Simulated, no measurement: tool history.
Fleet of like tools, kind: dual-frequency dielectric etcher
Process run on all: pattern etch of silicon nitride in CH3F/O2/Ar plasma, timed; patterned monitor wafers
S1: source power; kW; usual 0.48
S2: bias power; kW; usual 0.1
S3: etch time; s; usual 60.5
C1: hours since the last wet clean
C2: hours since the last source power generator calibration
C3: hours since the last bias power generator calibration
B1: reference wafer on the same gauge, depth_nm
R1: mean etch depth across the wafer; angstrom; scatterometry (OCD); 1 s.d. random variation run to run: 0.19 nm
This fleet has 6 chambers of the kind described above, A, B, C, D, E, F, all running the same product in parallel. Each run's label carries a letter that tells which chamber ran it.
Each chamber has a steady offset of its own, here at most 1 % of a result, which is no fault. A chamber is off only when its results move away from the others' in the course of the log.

run   hour    S1     S2    S3     C1      C2      C3      B1      R1
 1B    3.4  0.48    0.1  60.5  307.8   390.6  1791.6  46.593  511.59
       7.2  -- chamber D: source power generator calibrated
 2C    8.3  0.48    0.1  60.5  320.5   132.9   887.6   46.59  507.97
 3A     13  0.48    0.1  60.5   47.7   835.4  3223.3  46.567  513.39
 4F   17.3  0.48    0.1  60.5  144.2    1752  3473.8  46.585  511.51
 5E   21.9  0.48    0.1  60.5   71.3  2289.5    4300  46.621  513.55
 6D   24.8  0.48    0.1    47  159.2    17.7  2566.8  46.605  395.45
 7D   29.3  0.48    0.1    47  163.7    22.2  2571.3  46.577  395.77
 8A   33.6  0.48    0.1    47   68.3     856  3243.9  46.602  400.43
 9E   38.5  0.48    0.1    47   87.9  2306.1  4316.6  46.555  396.82
10B   41.8  0.48    0.1    47  346.2     429    1830  46.609  393.29
11C   44.1  0.48    0.1    47  356.3   168.7   923.4   46.56  394.09
12F   48.9  0.48    0.1  60.5  175.8  1783.6  3505.4  46.588  505.19
13C   51.4  0.48    0.1  60.5  363.6     176   930.7  46.612  513.88
14A   56.1  0.48    0.1  60.5   90.8   878.5  3266.4  46.593   509.1
15D   58.3  0.48    0.1  60.5  192.7    51.2  2600.3  46.605  510.58
16E   62.9  0.48    0.1  60.5  112.3  2330.5    4341  46.629  511.51
17B   66.5  0.48    0.1  60.5  370.9   453.7  1854.7  46.577  506.76
18F   68.7  0.58  0.087  60.5  195.6  1803.4  3525.2  46.614  514.37
19A   73.3  0.58  0.087  60.5    108   895.7  3283.6  46.616  520.74
      77.5  -- chamber F: source power generator calibrated
20D   77.5  0.58  0.087  60.5  211.9    70.4  2619.5   46.59  519.32
21F   80.9  0.58  0.087  60.5  207.8     3.5  3537.4  46.664  511.95
22C   85.6  0.58  0.087  60.5  397.8   210.2   964.9  46.604  519.83
23E   89.7  0.58  0.087  60.5  139.1  2357.3  4367.8    46.6  525.47
      93.8  -- chamber C: wet clean of the chamber
24B   94.6  0.43    0.1    73    399   481.8  1882.8  46.585  585.15
25F   99.3  0.43    0.1    73  226.2    21.9  3555.8  46.636  570.53
26A  101.5  0.43    0.1    73  136.2   923.9  3311.8  46.592  593.67
27C  105.2  0.43    0.1    73   11.5   229.8   984.5  46.549  591.56
28B  107.6  0.43    0.1    73    412   494.8  1895.8  46.614  586.92
29D  111.3  0.43    0.1    73  245.7   104.2  2653.3  46.626  589.78
30E  113.6  0.48    0.1  60.5    163  2381.2  4391.7  46.574  511.98
31E  118.5  0.48    0.1  60.5  167.9  2386.1  4396.6  46.612  510.13
32F  121.1  0.48    0.1  60.5    248    43.7  3577.6  46.584  488.59
33B    124  0.48    0.1  60.5  428.4   511.2  1912.2  46.539   507.7
34C    128  0.48    0.1  60.5   34.3   252.6  1007.3  46.576  509.26
35D  130.5  0.48    0.1  60.5  264.9   123.4  2672.5  46.649  509.19
36A  132.9  0.48    0.1  60.5  167.6   955.3  3343.2   46.62  513.04
37B  135.5  0.48    0.1  60.5  439.9   522.7  1923.7  46.621  507.95
38C  138.3  0.48    0.1  60.5   44.6   262.9  1017.6  46.597     513
39E  141.6  0.48    0.1  60.5    191  2409.2  4419.7  46.655  513.51
40F  145.7  0.48    0.1  60.5  272.6    68.3  3602.2  46.602  482.38

Next, every chamber runs the same settings. What will each give?
41A  149.3  0.48  0.111  60.5                   ?
41B  149.3  0.48  0.111  60.5                   ?
41C  149.3  0.48  0.111  60.5                   ?
41D  149.3  0.48  0.111  60.5                   ?
41E  149.3  0.48  0.111  60.5                   ?
41F  149.3  0.48  0.111  60.5                   ?

run      R1
41A  532.86
41B  524.99
41C  530.81
41D  529.57
41E   529.5
41F  501.32
